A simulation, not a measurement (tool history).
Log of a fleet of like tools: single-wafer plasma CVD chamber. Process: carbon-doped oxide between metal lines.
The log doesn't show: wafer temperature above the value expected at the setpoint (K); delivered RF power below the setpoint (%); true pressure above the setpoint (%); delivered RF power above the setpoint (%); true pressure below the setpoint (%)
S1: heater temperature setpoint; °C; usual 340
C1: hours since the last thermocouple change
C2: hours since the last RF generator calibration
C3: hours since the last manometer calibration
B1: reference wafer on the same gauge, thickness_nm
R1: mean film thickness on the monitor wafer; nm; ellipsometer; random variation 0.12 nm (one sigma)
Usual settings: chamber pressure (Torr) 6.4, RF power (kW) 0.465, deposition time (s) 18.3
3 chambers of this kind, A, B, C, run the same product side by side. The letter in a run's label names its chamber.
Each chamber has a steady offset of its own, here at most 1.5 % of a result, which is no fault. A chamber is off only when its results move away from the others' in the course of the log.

{"run": "1B", "hour": 9.0, "S1": 340, "chamber pressure (Torr)": 6.4, "RF power (kW)": 0.465, "deposition time (s)": 18.3, "C1": 579.9, "C2": 1280.7, "C3": 96.9, "B1": 94.123, "R1": 96.454}
{"hour": 11.6, "done": "chamber C: RF generator calibrated"}
{"run": "2A", "hour": 16.9, "S1": 340, "chamber pressure (Torr)": 6.4, "RF power (kW)": 0.465, "deposition time (s)": 18.3, "C1": 387.3, "C2": 435.2, "C3": 2047.4, "B1": 94.124, "R1": 94.932}
{"hour": 24.1, "done": "chamber B: RF generator calibrated"}
{"run": "3C", "hour": 29.1, "S1": 340, "chamber pressure (Torr)": 6.4, "RF power (kW)": 0.465, "deposition time (s)": 18.3, "C1": 124.3, "C2": 17.6, "C3": 578.9, "B1": 94.148, "R1": 95.811}
{"run": "4B", "hour": 43.7, "S1": 340, "chamber pressure (Torr)": 6.4, "RF power (kW)": 0.465, "deposition time (s)": 18.3, "C1": 614.6, "C2": 19.7, "C3": 131.6, "B1": 94.172, "R1": 96.647}
{"run": "5C", "hour": 53.7, "S1": 334, "chamber pressure (Torr)": 6.4, "RF power (kW)": 0.415, "deposition time (s)": 18.3, "C1": 148.9, "C2": 42.2, "C3": 603.5, "B1": 94.187, "R1": 90.013}
{"run": "6A", "hour": 65.2, "S1": 334, "chamber pressure (Torr)": 6.4, "RF power (kW)": 0.415, "deposition time (s)": 18.3, "C1": 435.6, "C2": 483.5, "C3": 2095.7, "B1": 94.202, "R1": 89.149}
{"run": "7C", "hour": 72.0, "S1": 334, "chamber pressure (Torr)": 6.4, "RF power (kW)": 0.415, "deposition time (s)": 18.3, "C1": 167.2, "C2": 60.5, "C3": 621.8, "B1": 94.22, "R1": 89.992}
{"run": "8B", "hour": 83.6, "S1": 340, "chamber pressure (Torr)": 6.4, "RF power (kW)": 0.465, "deposition time (s)": 18.3, "C1": 654.5, "C2": 59.6, "C3": 171.5, "B1": 94.274, "R1": 96.47}
{"run": "9A", "hour": 98.4, "S1": 340, "chamber pressure (Torr)": 6.4, "RF power (kW)": 0.465, "deposition time (s)": 18.3, "C1": 468.8, "C2": 516.7, "C3": 2128.9, "B1": 94.256, "R1": 95.133}
{"run": "10A", "hour": 111.5, "S1": 340, "chamber pressure (Torr)": 6.4, "RF power (kW)": 0.465, "deposition time (s)": 18.3, "C1": 481.9, "C2": 529.8, "C3": 2142, "B1": 94.303, "R1": 95.052}
{"run": "11C", "hour": 121.8, "S1": 340, "chamber pressure (Torr)": 6.4, "RF power (kW)": 0.465, "deposition time (s)": 18.3, "C1": 217, "C2": 110.3, "C3": 671.6, "B1": 94.342, "R1": 95.737}
{"run": "12B", "hour": 128.6, "S1": 340, "chamber pressure (Torr)": 6.4, "RF power (kW)": 0.465, "deposition time (s)": 18.3, "C1": 699.5, "C2": 104.6, "C3": 216.5, "B1": 94.385, "R1": 96.561}
{"run": "13C", "hour": 137.6, "S1": 340, "chamber pressure (Torr)": 6.4, "RF power (kW)": 0.465, "deposition time (s)": 18.3, "C1": 232.8, "C2": 126.1, "C3": 687.4, "B1": 94.362, "R1": 95.819}
{"run": "14B", "hour": 145.8, "S1": 340, "chamber pressure (Torr)": 6.4, "RF power (kW)": 0.465, "deposition time (s)": 18.3, "C1": 716.7, "C2": 121.8, "C3": 233.7, "B1": 94.394, "R1": 96.835}
{"run": "15A", "hour": 158.5, "S1": 340, "chamber pressure (Torr)": 6.4, "RF power (kW)": 0.465, "deposition time (s)": 18.3, "C1": 528.9, "C2": 576.8, "C3": 2189, "B1": 94.411, "R1": 95.166}
{"run": "16A", "hour": 172.1, "S1": 340, "chamber pressure (Torr)": 6.4, "RF power (kW)": 0.465, "deposition time (s)": 18.3, "C1": 542.5, "C2": 590.4, "C3": 2202.6, "B1": 94.433, "R1": 95.094}
{"run": "17B", "hour": 180.8, "S1": 340, "chamber pressure (Torr)": 6.4, "RF power (kW)": 0.465, "deposition time (s)": 18.3, "C1": 751.7, "C2": 156.8, "C3": 268.7, "B1": 94.464, "R1": 96.696}
{"run": "18C", "hour": 193.0, "S1": 340, "chamber pressure (Torr)": 6.4, "RF power (kW)": 0.465, "deposition time (s)": 18.3, "C1": 288.2, "C2": 181.5, "C3": 742.8, "B1": 94.465, "R1": 96.076}
{"run": "19C", "hour": 203.5, "S1": 331, "chamber pressure (Torr)": 6.4, "RF power (kW)": 0.465, "deposition time (s)": 18.3, "C1": 298.7, "C2": 192, "C3": 753.3, "B1": 94.519, "R1": 98.598}
{"run": "20B", "hour": 210.9, "S1": 331, "chamber pressure (Torr)": 6.4, "RF power (kW)": 0.465, "deposition time (s)": 18.3, "C1": 781.8, "C2": 186.9, "C3": 298.8, "B1": 94.539, "R1": 99.965}
{"run": "21A", "hour": 224.3, "S1": 331, "chamber pressure (Torr)": 6.4, "RF power (kW)": 0.465, "deposition time (s)": 18.3, "C1": 594.7, "C2": 642.6, "C3": 2254.8, "B1": 94.54, "R1": 97.937}
{"run": "22C", "hour": 235.4, "S1": 340, "chamber pressure (Torr)": 6.4, "RF power (kW)": 0.465, "deposition time (s)": 18.3, "C1": 330.6, "C2": 223.9, "C3": 785.2, "B1": 94.554, "R1": 96.188}
{"run": "23B", "hour": 246.7, "S1": 340, "chamber pressure (Torr)": 6.4, "RF power (kW)": 0.465, "deposition time (s)": 18.3, "C1": 817.6, "C2": 222.7, "C3": 334.6, "B1": 94.582, "R1": 96.881}

All 3 chambers run these settings next. Forecast each chamber's results:
{"run": "24A", "hour": 257.5, "S1": 340, "chamber pressure (Torr)": 6.4, "RF power (kW)": 0.465, "deposition time (s)": 18.3, "R1": "?"}
{"run": "24B", "hour": 257.5, "S1": 340, "chamber pressure (Torr)": 6.4, "RF power (kW)": 0.465, "deposition time (s)": 18.3, "R1": "?"}
{"run": "24C", "hour": 257.5, "S1": 340, "chamber pressure (Torr)": 6.4, "RF power (kW)": 0.465, "deposition time (s)": 18.3, "R1": "?"}

run=24A R1=95.267
run=24B R1=96.862
run=24C R1=96.426
